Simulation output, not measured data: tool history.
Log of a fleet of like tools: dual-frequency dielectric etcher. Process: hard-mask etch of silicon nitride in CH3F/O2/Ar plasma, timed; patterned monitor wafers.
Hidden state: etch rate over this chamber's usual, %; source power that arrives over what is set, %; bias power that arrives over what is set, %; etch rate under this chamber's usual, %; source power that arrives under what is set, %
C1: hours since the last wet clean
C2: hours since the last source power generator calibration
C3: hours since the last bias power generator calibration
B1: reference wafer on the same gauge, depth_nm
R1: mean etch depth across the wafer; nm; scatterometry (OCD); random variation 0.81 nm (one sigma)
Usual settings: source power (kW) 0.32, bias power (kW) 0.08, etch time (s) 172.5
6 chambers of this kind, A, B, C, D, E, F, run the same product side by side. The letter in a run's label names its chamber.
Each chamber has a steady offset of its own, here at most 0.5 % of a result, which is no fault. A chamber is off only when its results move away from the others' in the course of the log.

{"run": "1E", "day": 0.308, "source power (kW)": 0.32, "bias power (kW)": 0.08, "etch time (s)": 172.5, "C1": 559.6, "C2": 949.8, "C3": 894, "B1": 106.93, "R1": 115}
{"run": "2D", "day": 0.562, "source power (kW)": 0.32, "bias power (kW)": 0.08, "etch time (s)": 172.5, "C1": 412, "C2": 404.5, "C3": 511.4, "B1": 106.94, "R1": 114.94}
{"run": "3B", "day": 0.808, "source power (kW)": 0.32, "bias power (kW)": 0.08, "etch time (s)": 172.5, "C1": 343.4, "C2": 3619.4, "C3": 1306.3, "B1": 106.91, "R1": 114.94}
{"run": "4C", "day": 1.121, "source power (kW)": 0.32, "bias power (kW)": 0.08, "etch time (s)": 172.5, "C1": 338.1, "C2": 1867, "C3": 882.7, "B1": 106.83, "R1": 115.14}
{"run": "5F", "day": 1.292, "source power (kW)": 0.32, "bias power (kW)": 0.08, "etch time (s)": 172.5, "C1": 58.2, "C2": 1570.8, "C3": 343.1, "B1": 107.1, "R1": 116.61}
{"day": 1.4, "done": "chamber E: wet clean of the chamber"}
{"run": "6A", "day": 1.488, "source power (kW)": 0.32, "bias power (kW)": 0.08, "etch time (s)": 172.5, "C1": 354.7, "C2": 2640.7, "C3": 123.4, "B1": 107.14, "R1": 115.18}
{"day": 1.596, "done": "chamber B: wet clean of the chamber"}
{"run": "7D", "day": 1.708, "source power (kW)": 0.32, "bias power (kW)": 0.08, "etch time (s)": 172.5, "C1": 439.5, "C2": 432, "C3": 538.9, "B1": 106.93, "R1": 116.43}
{"run": "8A", "day": 1.971, "source power (kW)": 0.32, "bias power (kW)": 0.08, "etch time (s)": 172.5, "C1": 366.3, "C2": 2652.3, "C3": 135, "B1": 107.07, "R1": 114.39}
{"run": "9E", "day": 2.275, "source power (kW)": 0.32, "bias power (kW)": 0.08, "etch time (s)": 172.5, "C1": 21.1, "C2": 997, "C3": 941.2, "B1": 107.19, "R1": 113.96}
{"run": "10F", "day": 2.438, "source power (kW)": 0.32, "bias power (kW)": 0.08, "etch time (s)": 172.5, "C1": 85.7, "C2": 1598.3, "C3": 370.6, "B1": 106.83, "R1": 114.98}
{"run": "11B", "day": 2.671, "source power (kW)": 0.32, "bias power (kW)": 0.08, "etch time (s)": 172.5, "C1": 25.9, "C2": 3664.1, "C3": 1351, "B1": 106.98, "R1": 114.89}
{"run": "12C", "day": 2.871, "source power (kW)": 0.32, "bias power (kW)": 0.08, "etch time (s)": 172.5, "C1": 380.1, "C2": 1909, "C3": 924.7, "B1": 106.95, "R1": 116.01}
{"run": "13E", "day": 3.158, "source power (kW)": 0.32, "bias power (kW)": 0.08, "etch time (s)": 172.5, "C1": 42.3, "C2": 1018.2, "C3": 962.4, "B1": 106.93, "R1": 115.03}
{"run": "14F", "day": 3.467, "source power (kW)": 0.32, "bias power (kW)": 0.08, "etch time (s)": 172.5, "C1": 110.4, "C2": 1623, "C3": 395.3, "B1": 106.9, "R1": 116.1}
{"run": "15C", "day": 3.679, "source power (kW)": 0.38, "bias power (kW)": 0.092, "etch time (s)": 172.5, "C1": 399.5, "C2": 1928.4, "C3": 944.1, "B1": 106.84, "R1": 131.03}
{"run": "16D", "day": 3.933, "source power (kW)": 0.38, "bias power (kW)": 0.092, "etch time (s)": 172.5, "C1": 492.9, "C2": 485.4, "C3": 592.3, "B1": 106.98, "R1": 128.93}
{"run": "17A", "day": 4.192, "source power (kW)": 0.38, "bias power (kW)": 0.092, "etch time (s)": 172.5, "C1": 419.6, "C2": 2705.6, "C3": 188.3, "B1": 106.82, "R1": 128.8}
{"run": "18B", "day": 4.438, "source power (kW)": 0.38, "bias power (kW)": 0.092, "etch time (s)": 172.5, "C1": 68.3, "C2": 3706.5, "C3": 1393.4, "B1": 106.92, "R1": 128.73}
{"day": 4.604, "done": "chamber A: wet clean of the chamber"}
{"run": "19A", "day": 4.608, "source power (kW)": 0.38, "bias power (kW)": 0.092, "etch time (s)": 172.5, "C1": 0.1, "C2": 2715.6, "C3": 198.3, "B1": 107.2, "R1": 127.39}
{"run": "20B", "day": 4.862, "source power (kW)": 0.38, "bias power (kW)": 0.092, "etch time (s)": 172.5, "C1": 78.5, "C2": 3716.7, "C3": 1403.6, "B1": 106.98, "R1": 128.8}
{"run": "21D", "day": 5.038, "source power (kW)": 0.32, "bias power (kW)": 0.08, "etch time (s)": 172.5, "C1": 519.4, "C2": 511.9, "C3": 618.8, "B1": 106.94, "R1": 115.32}
{"day": 5.225, "done": "chamber D: wet clean of the chamber"}
{"run": "22E", "day": 5.325, "source power (kW)": 0.39, "bias power (kW)": 0.072, "etch time (s)": 172.5, "C1": 94.3, "C2": 1070.2, "C3": 1014.4, "B1": 107.11, "R1": 117.93}
{"run": "23C", "day": 5.475, "source power (kW)": 0.39, "bias power (kW)": 0.072, "etch time (s)": 172.5, "C1": 442.6, "C2": 1971.5, "C3": 987.2, "B1": 106.81, "R1": 119.88}
{"run": "24F", "day": 5.733, "source power (kW)": 0.39, "bias power (kW)": 0.072, "etch time (s)": 172.5, "C1": 164.8, "C2": 1677.4, "C3": 449.7, "B1": 107.3, "R1": 118.15}
{"run": "25B", "day": 6.0, "source power (kW)": 0.39, "bias power (kW)": 0.072, "etch time (s)": 172.5, "C1": 105.8, "C2": 3744, "C3": 1430.9, "B1": 107.23, "R1": 120.52}
{"run": "26E", "day": 6.179, "source power (kW)": 0.39, "bias power (kW)": 0.072, "etch time (s)": 172.5, "C1": 114.8, "C2": 1090.7, "C3": 1034.9, "B1": 107.04, "R1": 118.39}
{"run": "27D", "day": 6.342, "source power (kW)": 0.39, "bias power (kW)": 0.072, "etch time (s)": 172.5, "C1": 26.8, "C2": 543.2, "C3": 650.1, "B1": 107.04, "R1": 114.66}
{"run": "28A", "day": 6.588, "source power (kW)": 0.32, "bias power (kW)": 0.08, "etch time (s)": 172.5, "C1": 47.6, "C2": 2763.1, "C3": 245.8, "B1": 107.17, "R1": 114.6}
{"run": "29F", "day": 6.833, "source power (kW)": 0.32, "bias power (kW)": 0.068, "etch time (s)": 172.5, "C1": 191.2, "C2": 1703.8, "C3": 476.1, "B1": 107.13, "R1": 108.37}
{"run": "30C", "day": 7.079, "source power (kW)": 0.32, "bias power (kW)": 0.068, "etch time (s)": 172.5, "C1": 481.1, "C2": 2010, "C3": 1025.7, "B1": 106.85, "R1": 110.91}
{"run": "31A", "day": 7.288, "source power (kW)": 0.32, "bias power (kW)": 0.068, "etch time (s)": 172.5, "C1": 64.4, "C2": 2779.9, "C3": 262.6, "B1": 107.18, "R1": 109.46}
{"run": "32B", "day": 7.542, "source power (kW)": 0.32, "bias power (kW)": 0.068, "etch time (s)": 172.5, "C1": 142.8, "C2": 3781, "C3": 1467.9, "B1": 107.03, "R1": 108.12}
{"run": "33D", "day": 7.729, "source power (kW)": 0.32, "bias power (kW)": 0.068, "etch time (s)": 172.5, "C1": 60.1, "C2": 576.5, "C3": 683.4, "B1": 107.01, "R1": 106.27}
{"run": "34E", "day": 7.975, "source power (kW)": 0.32, "bias power (kW)": 0.068, "etch time (s)": 172.5, "C1": 157.9, "C2": 1133.8, "C3": 1078, "B1": 106.89, "R1": 108.98}
{"run": "35C", "day": 8.15, "source power (kW)": 0.3, "bias power (kW)": 0.068, "etch time (s)": 172.5, "C1": 506.8, "C2": 2035.7, "C3": 1051.4, "B1": 107.11, "R1": 106.44}
{"run": "36F", "day": 8.45, "source power (kW)": 0.3, "bias power (kW)": 0.068, "etch time (s)": 172.5, "C1": 230, "C2": 1742.6, "C3": 514.9, "B1": 107.18, "R1": 106.02}
{"run": "37A", "day": 8.679, "source power (kW)": 0.3, "bias power (kW)": 0.068, "etch time (s)": 172.5, "C1": 97.8, "C2": 2813.3, "C3": 296, "B1": 106.97, "R1": 105.9}
{"day": 8.796, "done": "chamber F: source power generator calibrated"}
{"run": "38F", "day": 8.962, "source power (kW)": 0.3, "bias power (kW)": 0.068, "etch time (s)": 172.5, "C1": 242.3, "C2": 4.1, "C3": 527.2, "B1": 107.03, "R1": 105.72}

What goes on in this fleet: one chamber off, a drifting gauge, or nothing beyond the chambers' own small offsets? Name the chamber and the cause, if any.

A service left chamber D off against the others.
Cause: etch rate under this chamber's usual, % = 3.64.

Here are 4 candidates for chamber D's next run, each the usual settings with a change, their results left as question marks. Which one brings its results back in line with what the others give on the usual settings?
In line means no further than this from the other chambers' mean on the usual settings: R1 2.8 nm
{"run": "39D-1", "day": 9.196, "source power (kW)": 0.36, "bias power (kW)": 0.089, "etch time (s)": 172.5, "R1": "?"}
{"run": "39D-2", "day": 9.196, "source power (kW)": 0.32, "bias power (kW)": 0.079, "etch time (s)": 167.5, "R1": "?"}
{"run": "39D-3", "day": 9.196, "source power (kW)": 0.32, "bias power (kW)": 0.08, "etch time (s)": 159, "R1": "?"}
{"run": "39D-4", "day": 9.196, "source power (kW)": 0.32, "bias power (kW)": 0.081, "etch time (s)": 177.5, "R1": "?"}

The other chambers' mean on the usual settings: R1 115.05 nm
run=39D-1 R1=120.67
run=39D-2 R1=107.34
run=39D-3 R1=102.36
run=39D-4 R1=114.78
39D-4 brings the chamber back in line.
